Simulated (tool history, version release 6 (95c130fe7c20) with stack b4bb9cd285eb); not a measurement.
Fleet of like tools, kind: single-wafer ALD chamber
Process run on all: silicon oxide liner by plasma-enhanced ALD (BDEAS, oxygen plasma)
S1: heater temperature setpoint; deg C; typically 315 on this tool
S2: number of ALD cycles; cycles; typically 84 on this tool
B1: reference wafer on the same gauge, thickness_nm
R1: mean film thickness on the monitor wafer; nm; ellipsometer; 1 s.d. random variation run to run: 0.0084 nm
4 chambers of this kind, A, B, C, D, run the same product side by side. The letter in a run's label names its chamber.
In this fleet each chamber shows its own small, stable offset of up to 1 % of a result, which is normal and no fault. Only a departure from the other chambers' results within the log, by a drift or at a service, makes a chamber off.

run,hour,S1,S2,B1,R1
1B,7.5,315,84,8.8203,7.6613
2A,21.9,315,84,8.8181,7.6137
3D,36.5,315,84,8.8149,7.6244
4C,49,315,84,8.8136,7.6044
5A,62.1,315,84,8.8105,7.5925
6D,71.2,315,84,8.8122,7.6096
7B,78.4,315,84,8.8092,7.655
8C,87.6,315,84,8.8056,7.5921
9A,99.3,315,84,8.8078,7.5823
10B,114.4,315,84,8.8034,7.6775
11D,130,315,84,8.802,7.5978
12C,139.3,305,93,8.7998,8.5256
13D,147,305,93,8.8005,8.5509
14A,158.2,305,93,8.7972,8.5258
15B,168,305,93,8.7953,8.5759
16C,181.7,315,84,8.7939,7.5874
17D,188.8,315,84,8.7954,7.5921
18C,198.1,315,84,8.7938,7.5745
19A,207.4,315,84,8.791,7.5779
20B,221.6,315,84,8.7904,7.6473
21D,234.8,304,90,8.7882,8.2608
22C,246.5,304,90,8.7854,8.2215
23A,257.6,304,90,8.7828,8.2179
24B,266.8,304,90,8.782,8.3038
25C,277.9,315,84,8.7813,7.5682

Next, all 4 chambers run the settings below, one line each with question marks for the results. What does each chamber give?
26A,289.6,315,84,,?
26B,289.6,315,84,,?
26C,289.6,315,84,,?
26D,289.6,315,84,,?

run,R1
26A,7.5593
26B,7.6381
26C,7.5639
26D,7.5792
